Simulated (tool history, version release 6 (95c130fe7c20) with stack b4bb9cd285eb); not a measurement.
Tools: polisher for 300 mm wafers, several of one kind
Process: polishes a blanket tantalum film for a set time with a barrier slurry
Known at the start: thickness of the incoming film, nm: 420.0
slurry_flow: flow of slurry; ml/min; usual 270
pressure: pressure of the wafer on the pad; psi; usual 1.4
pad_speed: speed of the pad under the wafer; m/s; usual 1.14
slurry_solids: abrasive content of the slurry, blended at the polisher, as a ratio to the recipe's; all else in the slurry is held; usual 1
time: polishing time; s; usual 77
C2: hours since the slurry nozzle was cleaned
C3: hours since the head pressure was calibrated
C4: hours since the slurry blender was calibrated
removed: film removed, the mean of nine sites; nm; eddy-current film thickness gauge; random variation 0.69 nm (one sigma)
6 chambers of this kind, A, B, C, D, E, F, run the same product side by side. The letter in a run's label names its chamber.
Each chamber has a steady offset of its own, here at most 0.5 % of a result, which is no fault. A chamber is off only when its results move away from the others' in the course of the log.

-- hour=8 chamber C: slurry blender recalibrated
run 1E hour=8.9 | slurry_flow=270 pressure=1.4 pad_speed=1.14 slurry_solids=1 time=77 | wafers_polished_on_this_pad=211 C2=44.7 C3=424.1 C4=170.7 | removed=83.42
run 2A hour=15.9 | slurry_flow=270 pressure=1.4 pad_speed=1.14 slurry_solids=1 time=77 | wafers_polished_on_this_pad=944 C2=621.2 C3=726.9 C4=220.3 | removed=85.325
run 3F hour=26.2 | slurry_flow=270 pressure=1.4 pad_speed=1.14 slurry_solids=1 time=77 | wafers_polished_on_this_pad=697 C2=214.3 C3=810.5 C4=72.3 | removed=84.847
-- hour=30.5 chamber A: worn pad replaced by a new one
-- hour=31.3 chamber D: worn pad replaced by a new one
run 4C hour=36.4 | slurry_flow=270 pressure=1.4 pad_speed=1.14 slurry_solids=1 time=77 | wafers_polished_on_this_pad=449 C2=233 C3=471.7 C4=28.5 | removed=85.131
run 5D hour=43.2 | slurry_flow=270 pressure=1.4 pad_speed=1.14 slurry_solids=1 time=77 | wafers_polished_on_this_pad=85 C2=494.2 C3=970.3 C4=52.1 | removed=85.928
-- hour=43.7 chamber B: worn pad replaced by a new one
run 6B hour=48.1 | slurry_flow=270 pressure=1.4 pad_speed=1.14 slurry_solids=1 time=77 | wafers_polished_on_this_pad=32 C2=304.6 C3=505.5 C4=180.7 | removed=86.246
-- hour=48.3 chamber E: worn pad replaced by a new one
run 7C hour=59 | slurry_flow=270 pressure=1.4 pad_speed=1.14 slurry_solids=1 time=77 | wafers_polished_on_this_pad=611 C2=255.6 C3=494.3 C4=51.1 | removed=84.966
-- hour=66.1 chamber A: slurry nozzle cleaned
-- hour=66.3 chamber C: slurry nozzle cleaned
run 8E hour=70.1 | slurry_flow=270 pressure=1.4 pad_speed=1.14 slurry_solids=1 time=77 | wafers_polished_on_this_pad=156 C2=105.9 C3=485.3 C4=231.9 | removed=84.998
run 9F hour=79.2 | slurry_flow=270 pressure=1.4 pad_speed=1.14 slurry_solids=1 time=77 | wafers_polished_on_this_pad=1077 C2=267.3 C3=863.5 C4=125.3 | removed=85.978
-- hour=86.7 chamber C: worn pad replaced by a new one
run 10A hour=89.9 | slurry_flow=270 pressure=1.4 pad_speed=1.14 slurry_solids=1 time=77 | wafers_polished_on_this_pad=425 C2=23.9 C3=800.9 C4=294.3 | removed=85.73
-- hour=90.1 chamber A: slurry blender recalibrated
run 11D hour=99.8 | slurry_flow=270 pressure=1.4 pad_speed=1.14 slurry_solids=1 time=77 | wafers_polished_on_this_pad=490 C2=550.8 C3=1026.9 C4=108.7 | removed=84.372
-- hour=104 chamber F: worn pad replaced by a new one
run 12B hour=107.7 | slurry_flow=270 pressure=1.4 pad_speed=1.14 slurry_solids=1 time=77 | wafers_polished_on_this_pad=458 C2=364.2 C3=565.1 C4=240.3 | removed=85.154
-- hour=110.4 chamber B: worn pad replaced by a new one
run 13D hour=117.8 | slurry_flow=270 pressure=1.4 pad_speed=1.14 slurry_solids=1 time=77 | wafers_polished_on_this_pad=619 C2=568.8 C3=1044.9 C4=126.7 | removed=84.339
-- hour=120.1 chamber E: worn pad replaced by a new one
run 14B hour=124.4 | slurry_flow=270 pressure=1.4 pad_speed=1.14 slurry_solids=1 time=77 | wafers_polished_on_this_pad=100 C2=380.9 C3=581.8 C4=257 | removed=85.691
run 15A hour=134.9 | slurry_flow=270 pressure=1.4 pad_speed=1.14 slurry_solids=1 time=77 | wafers_polished_on_this_pad=747 C2=68.9 C3=845.9 C4=44.8 | removed=85.597
-- hour=137.6 chamber C: head pressure recalibrated
-- hour=138.9 chamber E: slurry blender recalibrated
-- hour=139.4 chamber B: slurry nozzle cleaned
run 16C hour=144.3 | slurry_flow=270 pressure=1.4 pad_speed=1.14 slurry_solids=1 time=77 | wafers_polished_on_this_pad=412 C2=78.1 C3=6.7 C4=136.4 | removed=85.06
run 17E hour=154.6 | slurry_flow=270 pressure=1.4 pad_speed=1.14 slurry_solids=1 time=77 | wafers_polished_on_this_pad=247 C2=190.4 C3=569.8 C4=15.7 | removed=85.407
-- hour=158.5 chamber D: worn pad replaced by a new one
-- hour=159.7 chamber D: head pressure recalibrated
-- hour=161.8 chamber A: worn pad replaced by a new one
run 18F hour=165.5 | slurry_flow=270 pressure=1.4 pad_speed=1.14 slurry_solids=1 time=77 | wafers_polished_on_this_pad=440 C2=353.6 C3=949.8 C4=211.6 | removed=85.09
run 19E hour=175.1 | slurry_flow=270 pressure=1.4 pad_speed=1.14 slurry_solids=1 time=77 | wafers_polished_on_this_pad=393 C2=210.9 C3=590.3 C4=36.2 | removed=85.313
run 20D hour=181.2 | slurry_flow=270 pressure=1.4 pad_speed=1.14 slurry_solids=1 time=77 | wafers_polished_on_this_pad=162 C2=632.2 C3=21.5 C4=190.1 | removed=94.482
-- hour=186.5 chamber B: worn pad replaced by a new one
run 21B hour=188.1 | slurry_flow=270 pressure=1.4 pad_speed=1.14 slurry_solids=1 time=77 | wafers_polished_on_this_pad=12 C2=48.7 C3=645.5 C4=320.7 | removed=86.019
-- hour=189.1 chamber C: worn pad replaced by a new one
-- hour=191.2 chamber E: worn pad replaced by a new one
run 22F hour=194.5 | slurry_flow=270 pressure=1.4 pad_speed=1.14 slurry_solids=1 time=77 | wafers_polished_on_this_pad=647 C2=382.6 C3=978.8 C4=240.6 | removed=86.975
run 23C hour=200.6 | slurry_flow=270 pressure=1.4 pad_speed=1.14 slurry_solids=1 time=77 | wafers_polished_on_this_pad=82 C2=134.4 C3=63 C4=192.7 | removed=85.811
-- hour=203.6 chamber F: slurry nozzle cleaned
run 24A hour=206.1 | slurry_flow=270 pressure=1.4 pad_speed=1.14 slurry_solids=1 time=77 | wafers_polished_on_this_pad=317 C2=140.1 C3=917.1 C4=116 | removed=85.706
run 25A hour=215.1 | slurry_flow=270 pressure=1.4 pad_speed=1.14 slurry_solids=1 time=77 | wafers_polished_on_this_pad=381 C2=149.1 C3=926.1 C4=125 | removed=84.962
run 26D hour=221.7 | slurry_flow=270 pressure=1.4 pad_speed=1.14 slurry_solids=1 time=77 | wafers_polished_on_this_pad=452 C2=672.7 C3=62 C4=230.6 | removed=95.893
run 27C hour=230.9 | slurry_flow=270 pressure=1.4 pad_speed=1.14 slurry_solids=1 time=51 | wafers_polished_on_this_pad=299 C2=164.7 C3=93.3 C4=223 | removed=55.887
run 28B hour=241.5 | slurry_flow=270 pressure=1.4 pad_speed=1.14 slurry_solids=1 time=51 | wafers_polished_on_this_pad=394 C2=102.1 C3=698.9 C4=374.1 | removed=56.044
-- hour=244.5 chamber E: head pressure recalibrated
run 29E hour=248.6 | slurry_flow=270 pressure=1.4 pad_speed=1.14 slurry_solids=1 time=51 | wafers_polished_on_this_pad=411 C2=284.4 C3=4.1 C4=109.7 | removed=56.059
run 30F hour=257.9 | slurry_flow=270 pressure=1.4 pad_speed=1.14 slurry_solids=1 time=51 | wafers_polished_on_this_pad=1101 C2=54.3 C3=1042.2 C4=304 | removed=57.106
-- hour=264.1 chamber D: slurry blender recalibrated
run 31E hour=268.3 | slurry_flow=270 pressure=1.4 pad_speed=1.14 slurry_solids=1 time=51 | wafers_polished_on_this_pad=552 C2=304.1 C3=23.8 C4=129.4 | removed=56.869
-- hour=272.7 chamber B: worn pad replaced by a new one
run 32B hour=276 | slurry_flow=270 pressure=1.4 pad_speed=1.14 slurry_solids=1 time=51 | wafers_polished_on_this_pad=24 C2=136.6 C3=733.4 C4=408.6 | removed=56.381
-- hour=280.8 chamber E: worn pad replaced by a new one
run 33F hour=280.9 | slurry_flow=270 pressure=1.4 pad_speed=1.14 slurry_solids=1 time=77 | wafers_polished_on_this_pad=1265 C2=77.3 C3=1065.2 C4=327 | removed=84.675
run 34C hour=288.5 | slurry_flow=270 pressure=1.4 pad_speed=1.14 slurry_solids=1 time=77 | wafers_polished_on_this_pad=711 C2=222.3 C3=150.9 C4=280.6 | removed=84.693
-- hour=288.7 chamber D: worn pad replaced by a new one
-- hour=289 chamber A: worn pad replaced by a new one
-- hour=290.2 chamber D: slurry nozzle cleaned
run 35D hour=299.2 | slurry_flow=270 pressure=1.4 pad_speed=1.14 slurry_solids=1 time=77 | wafers_polished_on_this_pad=75 C2=9.1 C3=139.5 C4=35.1 | removed=94.526
run 36A hour=308.1 | slurry_flow=270 pressure=1.4 pad_speed=1.14 slurry_solids=1 time=77 | wafers_polished_on_this_pad=137 C2=242.1 C3=1019.1 C4=218 | removed=85.302
run 37A hour=313.2 | slurry_flow=270 pressure=1.4 pad_speed=1.14 slurry_solids=0.7 time=61 | wafers_polished_on_this_pad=173 C2=247.2 C3=1024.2 C4=223.1 | removed=59.717
-- hour=317.7 chamber C: worn pad replaced by a new one
-- hour=318.6 chamber C: slurry nozzle cleaned
run 38E hour=323.5 | slurry_flow=270 pressure=1.4 pad_speed=1.14 slurry_solids=0.7 time=61 | wafers_polished_on_this_pad=305 C2=359.3 C3=79 C4=184.6 | removed=60.239
run 39C hour=332.9 | slurry_flow=270 pressure=1.4 pad_speed=1.14 slurry_solids=0.7 time=61 | wafers_polished_on_this_pad=109 C2=14.4 C3=195.3 C4=325 | removed=60.922

Next, every chamber runs the same settings. What will each give?
run 40A hour=340.9 | slurry_flow=270 pressure=1.4 pad_speed=1.14 slurry_solids=1 time=77 | removed=?
run 40B hour=340.9 | slurry_flow=270 pressure=1.4 pad_speed=1.14 slurry_solids=1 time=77 | removed=?
run 40C hour=340.9 | slurry_flow=270 pressure=1.4 pad_speed=1.14 slurry_solids=1 time=77 | removed=?
run 40D hour=340.9 | slurry_flow=270 pressure=1.4 pad_speed=1.14 slurry_solids=1 time=77 | removed=?
run 40E hour=340.9 | slurry_flow=270 pressure=1.4 pad_speed=1.14 slurry_solids=1 time=77 | removed=?
run 40F hour=340.9 | slurry_flow=270 pressure=1.4 pad_speed=1.14 slurry_solids=1 time=77 | removed=?

run=40A removed=84.486
run=40B removed=85.138
run=40C removed=84.704
run=40D removed=95.822
run=40E removed=84.636
run=40F removed=84.745
